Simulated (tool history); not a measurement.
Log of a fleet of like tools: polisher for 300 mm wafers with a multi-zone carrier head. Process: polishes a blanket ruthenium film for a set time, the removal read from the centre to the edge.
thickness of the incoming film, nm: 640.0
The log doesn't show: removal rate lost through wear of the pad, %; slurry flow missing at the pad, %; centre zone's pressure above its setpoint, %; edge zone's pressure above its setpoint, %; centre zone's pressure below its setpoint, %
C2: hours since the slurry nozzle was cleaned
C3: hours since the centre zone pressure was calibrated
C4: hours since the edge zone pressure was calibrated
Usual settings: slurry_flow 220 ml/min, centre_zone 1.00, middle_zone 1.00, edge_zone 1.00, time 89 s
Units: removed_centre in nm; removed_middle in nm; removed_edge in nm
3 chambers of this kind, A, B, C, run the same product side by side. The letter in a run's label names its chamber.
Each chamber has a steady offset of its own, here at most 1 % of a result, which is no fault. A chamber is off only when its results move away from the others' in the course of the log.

Run 1A, hour 6.0: usual settings; wafers polished on this pad 1047; C2 308.1; C3 125.6; C4 399.6. Result: removed_centre 89.091 nm, removed_middle 88.594 nm, removed_edge 88.963 nm.
Run 2B, hour 11.5: usual settings; wafers polished on this pad 922; C2 495.2; C3 595.1; C4 57.5. Result: removed_centre 90.191 nm, removed_middle 90.058 nm, removed_edge 89.347 nm.
Run 3C, hour 15.7: usual settings; wafers polished on this pad 878; C2 512.6; C3 222.9; C4 234.9. Result: removed_centre 89.723 nm, removed_middle 90.357 nm, removed_edge 89.481 nm.
Run 4B, hour 20.0: usual settings; wafers polished on this pad 972; C2 503.7; C3 603.6; C4 66.0. Result: removed_centre 88.879 nm, removed_middle 88.417 nm, removed_edge 89.313 nm.
Run 5C, hour 28.9: usual settings; wafers polished on this pad 955; C2 525.8; C3 236.1; C4 248.1. Result: removed_centre 87.440 nm, removed_middle 90.786 nm, removed_edge 89.345 nm.
Run 6A, hour 37.9: usual settings; wafers polished on this pad 1233; C2 340.0; C3 157.5; C4 431.5. Result: removed_centre 88.456 nm, removed_middle 88.401 nm, removed_edge 88.134 nm.
Run 7B, hour 43.9: usual settings; wafers polished on this pad 1111; C2 527.6; C3 627.5; C4 89.9. Result: removed_centre 88.015 nm, removed_middle 87.307 nm, removed_edge 89.106 nm.
Run 8C, hour 51.8: usual settings; wafers polished on this pad 1088; C2 548.7; C3 259.0; C4 271.0. Result: removed_centre 88.872 nm, removed_middle 87.458 nm, removed_edge 89.525 nm.
Run 9A, hour 59.6: usual settings; wafers polished on this pad 1360; C2 361.7; C3 179.2; C4 453.2. Result: removed_centre 89.688 nm, removed_middle 88.166 nm, removed_edge 88.597 nm.
Run 10A, hour 68.1: usual settings; wafers polished on this pad 1409; C2 370.2; C3 187.7; C4 461.7. Result: removed_centre 88.749 nm, removed_middle 87.047 nm, removed_edge 88.520 nm.
At hour 68.3: chamber B: worn pad replaced by a new one.
Run 11B, hour 76.2: usual settings but slurry_flow 190 ml/min, centre_zone 0.94; wafers polished on this pad 46; C2 559.9; C3 659.8; C4 122.2. Result: removed_centre 81.529 nm, removed_middle 88.874 nm, removed_edge 88.462 nm.
At hour 81.5: chamber A: worn pad replaced by a new one.
Run 12C, hour 82.4: usual settings but slurry_flow 190 ml/min, centre_zone 0.94; wafers polished on this pad 1267; C2 579.3; C3 289.6; C4 301.6. Result: removed_centre 82.061 nm, removed_middle 87.376 nm, removed_edge 87.999 nm.
Run 13C, hour 86.4: usual settings but slurry_flow 190 ml/min, centre_zone 0.94; wafers polished on this pad 1290; C2 583.3; C3 293.6; C4 305.6. Result: removed_centre 81.344 nm, removed_middle 86.857 nm, removed_edge 88.322 nm.
Run 14B, hour 90.3: usual settings but time 99 s; wafers polished on this pad 128; C2 574.0; C3 673.9; C4 136.3. Result: removed_centre 98.825 nm, removed_middle 100.610 nm, removed_edge 99.937 nm.
Run 15A, hour 97.8: usual settings but time 99 s; wafers polished on this pad 95; C2 399.9; C3 217.4; C4 491.4. Result: removed_centre 99.346 nm, removed_middle 98.009 nm, removed_edge 99.088 nm.
Run 16C, hour 105.6: usual settings but time 99 s; wafers polished on this pad 1402; C2 602.5; C3 312.8; C4 324.8. Result: removed_centre 99.785 nm, removed_middle 99.833 nm, removed_edge 101.270 nm.
At hour 106.6: chamber C: slurry nozzle cleaned.
Run 17A, hour 114.2: usual settings; wafers polished on this pad 191; C2 416.3; C3 233.8; C4 507.8. Result: removed_centre 89.426 nm, removed_middle 88.940 nm, removed_edge 89.464 nm.
At hour 119.6: chamber C: worn pad replaced by a new one.
Run 18B, hour 120.1: usual settings; wafers polished on this pad 302; C2 603.8; C3 703.7; C4 166.1. Result: removed_centre 89.129 nm, removed_middle 90.829 nm, removed_edge 90.310 nm.
Run 19B, hour 124.4: usual settings; wafers polished on this pad 327; C2 608.1; C3 708.0; C4 170.4. Result: removed_centre 89.173 nm, removed_middle 90.818 nm, removed_edge 89.820 nm.
Run 20A, hour 132.4: usual settings; wafers polished on this pad 297; C2 434.5; C3 252.0; C4 526.0. Result: removed_centre 89.423 nm, removed_middle 89.546 nm, removed_edge 88.804 nm.
Run 21C, hour 140.8: usual settings; wafers polished on this pad 123; C2 34.3; C3 348.0; C4 360.0. Result: removed_centre 89.569 nm, removed_middle 90.737 nm, removed_edge 90.203 nm.
Run 22A, hour 149.4: usual settings but slurry_flow 175 ml/min; wafers polished on this pad 396; C2 451.5; C3 269.0; C4 543.0. Result: removed_centre 87.729 nm, removed_middle 87.664 nm, removed_edge 87.204 nm.
Run 23C, hour 158.4: usual settings but slurry_flow 175 ml/min; wafers polished on this pad 226; C2 51.9; C3 365.6; C4 377.6. Result: removed_centre 86.824 nm, removed_middle 86.851 nm, removed_edge 88.089 nm.
Run 24B, hour 166.0: usual settings but slurry_flow 175 ml/min; wafers polished on this pad 569; C2 649.7; C3 749.6; C4 212.0. Result: removed_centre 86.261 nm, removed_middle 84.923 nm, removed_edge 87.353 nm.
At hour 170.7: chamber B: centre zone pressure recalibrated.
Run 25B, hour 172.9: usual settings; wafers polished on this pad 610; C2 656.6; C3 2.3; C4 218.9. Result: removed_centre 85.267 nm, removed_middle 89.743 nm, removed_edge 89.415 nm.
Run 26A, hour 177.6: usual settings; wafers polished on this pad 560; C2 479.7; C3 297.2; C4 571.2. Result: removed_centre 89.526 nm, removed_middle 89.250 nm, removed_edge 89.344 nm.
Run 27C, hour 181.9: usual settings; wafers polished on this pad 363; C2 75.4; C3 389.1; C4 401.1. Result: removed_centre 89.720 nm, removed_middle 92.646 nm, removed_edge 90.354 nm.
Run 28A, hour 190.9: usual settings; wafers polished on this pad 637; C2 493.0; C3 310.5; C4 584.5. Result: removed_centre 89.965 nm, removed_middle 89.378 nm, removed_edge 88.995 nm.
Run 29C, hour 198.9: usual settings; wafers polished on this pad 462; C2 92.4; C3 406.1; C4 418.1. Result: removed_centre 89.170 nm, removed_middle 91.960 nm, removed_edge 90.358 nm.
At hour 199.4: chamber B: slurry nozzle cleaned.
Run 30B, hour 207.7: usual settings; wafers polished on this pad 812; C2 8.4; C3 37.1; C4 253.7. Result: removed_centre 82.548 nm, removed_middle 88.451 nm, removed_edge 90.633 nm.
Run 31A, hour 215.2: usual settings; wafers polished on this pad 779; C2 517.3; C3 334.8; C4 608.8. Result: removed_centre 88.788 nm, removed_middle 88.874 nm, removed_edge 88.541 nm.
Run 32C, hour 223.6: usual settings; wafers polished on this pad 606; C2 117.1; C3 430.8; C4 442.8. Result: removed_centre 89.517 nm, removed_middle 93.005 nm, removed_edge 90.334 nm.
Run 33B, hour 230.1: usual settings; wafers polished on this pad 943; C2 30.8; C3 59.5; C4 276.1. Result: removed_centre 84.177 nm, removed_middle 87.877 nm, removed_edge 89.553 nm.
Run 34B, hour 234.0: usual settings but slurry_flow 195 ml/min; wafers polished on this pad 966; C2 34.7; C3 63.4; C4 280.0. Result: removed_centre 81.950 nm, removed_middle 85.348 nm, removed_edge 88.471 nm.
Run 35C, hour 242.1: usual settings but slurry_flow 195 ml/min; wafers polished on this pad 714; C2 135.6; C3 449.3; C4 461.3. Result: removed_centre 87.655 nm, removed_middle 88.067 nm, removed_edge 89.347 nm.
Run 36A, hour 246.1: usual settings but slurry_flow 195 ml/min; wafers polished on this pad 959; C2 548.2; C3 365.7; C4 639.7. Result: removed_centre 86.843 nm, removed_middle 88.728 nm, removed_edge 87.722 nm.
Run 37C, hour 250.6: usual settings; wafers polished on this pad 763; C2 144.1; C3 457.8; C4 469.8. Result: removed_centre 88.879 nm, removed_middle 89.676 nm, removed_edge 88.903 nm.
Run 38B, hour 257.0: usual settings but centre_zone 1.08, middle_zone 1.05; wafers polished on this pad 1100; C2 57.7; C3 86.4; C4 303.0. Result: removed_centre 91.072 nm, removed_middle 93.519 nm, removed_edge 89.324 nm.
At hour 259.8: chamber B: worn pad replaced by a new one.
Run 39A, hour 262.5: usual settings but centre_zone 1.08, middle_zone 1.05; wafers polished on this pad 1055; C2 564.6; C3 382.1; C4 656.1. Result: removed_centre 96.556 nm, removed_middle 94.059 nm, removed_edge 88.877 nm.
Run 40A, hour 267.7: usual settings but centre_zone 1.08, middle_zone 1.05; wafers polished on this pad 1085; C2 569.8; C3 387.3; C4 661.3. Result: removed_centre 96.909 nm, removed_middle 95.327 nm, removed_edge 88.663 nm.
Run 41B, hour 271.7: usual settings but slurry_flow 175 ml/min; wafers polished on this pad 69; C2 72.4; C3 101.1; C4 317.7. Result: removed_centre 80.615 nm, removed_middle 86.025 nm, removed_edge 86.920 nm.

Is one chamber off against the others, does the gauge drift, or is nothing wrong? If a chamber is off, say which, and what the likeliest cause is.

A service left chamber B off against the others.
Cause: centre zone's pressure below its setpoint, % = 5.91.

Here are 4 candidates for chamber B's next run, each the usual settings with a change, their results left as question marks. Which one brings its results back in line with what the others give on the usual settings?
In line means no further than this from the other chambers' mean on the usual settings: removed_centre 3.000 nm; removed_middle 4.100 nm; removed_edge 2.000 nm
Run 42B-1, hour 278.2: usual settings but slurry_flow 215 ml/min, centre_zone 0.95, middle_zone 1.01, edge_zone 1.02. Result: removed_centre ?, removed_middle ?, removed_edge ?.
Run 42B-2, hour 278.2: usual settings but slurry_flow 215 ml/min, centre_zone 0.89, middle_zone 1.02, edge_zone 1.04. Result: removed_centre ?, removed_middle ?, removed_edge ?.
Run 42B-3, hour 278.2: usual settings but slurry_flow 225 ml/min, centre_zone 1.11, middle_zone 0.98, edge_zone 0.96. Result: removed_centre ?, removed_middle ?, removed_edge ?.
Run 42B-4, hour 278.2: usual settings but slurry_flow 225 ml/min, centre_zone 1.05, middle_zone 0.99, edge_zone 0.98. Result: removed_centre ?, removed_middle ?, removed_edge ?.

The other chambers' mean on the usual settings: removed_centre 88.922 nm; removed_middle 89.495 nm; removed_edge 89.368 nm
  run  removed_centre  removed_middle  removed_edge
42B-1          79.368          90.962        91.134
42B-2          73.820          91.804        92.069
42B-3          94.790          88.983        88.720
42B-4          89.207          89.829        89.663
42B-4 brings the chamber back in line.

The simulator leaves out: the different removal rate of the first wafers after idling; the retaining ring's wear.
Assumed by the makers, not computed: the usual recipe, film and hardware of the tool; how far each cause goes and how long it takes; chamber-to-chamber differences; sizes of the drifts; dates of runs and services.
